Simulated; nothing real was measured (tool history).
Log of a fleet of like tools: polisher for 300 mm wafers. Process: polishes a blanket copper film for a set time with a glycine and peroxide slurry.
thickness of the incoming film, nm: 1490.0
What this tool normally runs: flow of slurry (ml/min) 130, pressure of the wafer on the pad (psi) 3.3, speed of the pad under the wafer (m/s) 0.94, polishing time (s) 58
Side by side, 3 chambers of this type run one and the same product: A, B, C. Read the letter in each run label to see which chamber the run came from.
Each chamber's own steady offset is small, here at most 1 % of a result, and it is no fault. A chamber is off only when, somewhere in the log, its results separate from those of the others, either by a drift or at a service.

run   hour  flow of slurry (ml/min)  pressure of the wafer on the pad (psi)  speed of the pad under the wafer (m/s)  polishing time (s)  wafers polished on this pad  hours since the slurry nozzle was cleaned  hours since the head pressure was calibrated  film removed (nm)
 1A    5.1                      130                                     3.3                                    0.94                  58                          198                                      100.4                                        1173.2             385.87
 2C   11.2                      130                                     3.3                                    0.94                  58                          574                                      561.0                                          95.2             383.60
 3B   15.8                      130                                     3.3                                    0.94                  58                          708                                      658.6                                         175.6             380.80
 4B   23.0                      130                                     3.3                                    0.94                  58                          760                                      665.8                                         182.8             381.87
 5C   28.9                      130                                     3.3                                    0.94                  58                          703                                      578.7                                         112.9             382.01
 6A   34.2                      130                                     3.3                                    0.94                  58                          410                                      129.5                                        1202.3             385.89
 7B   38.2                      130                                     3.3                                    0.94                  58                          871                                      681.0                                         198.0             382.94
 8C   44.9                      130                                     3.3                                    0.94                  58                          820                                      594.7                                         128.9             388.06
 9A   51.3                      130                                     3.3                                    0.94                  58                          534                                      146.6                                        1219.4             385.71
      53.6  -- chamber B: slurry nozzle cleaned
10A   58.1                      130                                     3.3                                    0.94                  58                          584                                      153.4                                        1226.2             383.01
      61.3  -- chamber C: worn pad replaced by a new one
      62.5  -- chamber B: worn pad replaced by a new one
11C   63.9                      130                                     3.3                                    0.94                  58                           19                                      613.7                                         147.9             384.58
      65.2  -- chamber A: head pressure recalibrated
12B   69.3                      130                                     3.3                                    0.94                  58                           49                                       15.7                                         229.1             381.06
13C   76.4                      130                                     3.3                                    0.94                  58                          110                                      626.2                                         160.4             382.58
14A   83.8                      130                                     3.3                                    0.94                  58                          771                                      179.1                                          18.6             417.71
15B   87.6                      130                                     3.3                                    0.94                  58                          182                                       34.0                                         247.4             378.94
16A   93.6                      130                                     3.3                                    0.94                  58                          842                                      188.9                                          28.4             418.66
      95.0  -- chamber C: slurry nozzle cleaned
17B   97.7                      130                                     3.3                                    0.94                  58                          256                                       44.1                                         257.5             380.29
18C  104.1                      130                                     3.3                                    0.94                  58                          311                                        9.1                                         188.1             388.57
     105.3  -- chamber A: worn pad replaced by a new one
19C  111.2                      130                                     2.9                                    0.94                  64                          363                                       16.2                                         195.2             381.05
20A  115.1                      130                                     2.9                                    0.94                  64                           71                                      210.4                                          49.9             411.98
21B  119.5                      130                                     2.9                                    0.94                  64                          415                                       65.9                                         279.3             380.04
22A  126.1                      130                                     3.3                                    0.94                  58                          151                                      221.4                                          60.9             421.36
23C  129.4                      130                                     3.3                                    0.94                  58                          495                                       34.4                                         213.4             380.20
24B  136.0                      130                                     3.3                                    0.94                  58                          535                                       82.4                                         295.8             381.77
25A  141.8                      130                                     3.3                                    0.94                  58                          265                                      237.1                                          76.6             418.40
26C  149.1                      150                                     4.3                                    0.94                  58                          639                                       54.1                                         233.1             492.48
27B  152.3                      150                                     4.3                                    0.94                  58                          653                                       98.7                                         312.1             491.94
28B  157.8                      150                                     4.3                                    0.94                  58                          693                                      104.2                                         317.6             495.30
29A  163.4                      130                                     3.3                                    0.94                  58                          422                                      258.7                                          98.2             417.75
30C  167.4                      130                                     3.3                                    0.94                  58                          772                                       72.4                                         251.4             390.52
31B  173.0                      130                                     3.3                                    0.94                  58                          804                                      119.4                                         332.8             386.28
32A  177.7                      130                                     3.3                                    0.94                  58                          526                                      273.0                                         112.5             414.42

Is one chamber off against the others, does the gauge drift, or is nothing wrong? If a chamber is off, say which, and what the likeliest cause is.

A service on chamber A put it out of line with the rest.
Most likely cause: head's pressure above its setpoint, % = 10.5.

Which of the 4 candidates below, each the usual settings with something changed and its results left as question marks, puts chamber A back in line with what the other chambers give on the usual settings?
A result is in line if it is within this distance of the other chambers' mean on the usual settings: film removed (nm) 8.10
33A-1  183.0                      130                                     3.3                                    0.80                  58                                                                                                                                        ?
33A-2  183.0                      130                                     3.3                                    0.90                  55                                                                                                                                        ?
33A-3  183.0                      130                                     3.4                                    0.96                  60                                                                                                                                        ?
33A-4  183.0                      130                                     3.5                                    0.98                  61                                                                                                                                        ?

The other chambers' mean on the usual settings: film removed (nm) 383.45
  run  film removed (nm)
33A-1             364.98
33A-2             381.80
33A-3             451.24
33A-4             478.70
33A-2 is the one that brings the chamber's results back in line with the other chambers.

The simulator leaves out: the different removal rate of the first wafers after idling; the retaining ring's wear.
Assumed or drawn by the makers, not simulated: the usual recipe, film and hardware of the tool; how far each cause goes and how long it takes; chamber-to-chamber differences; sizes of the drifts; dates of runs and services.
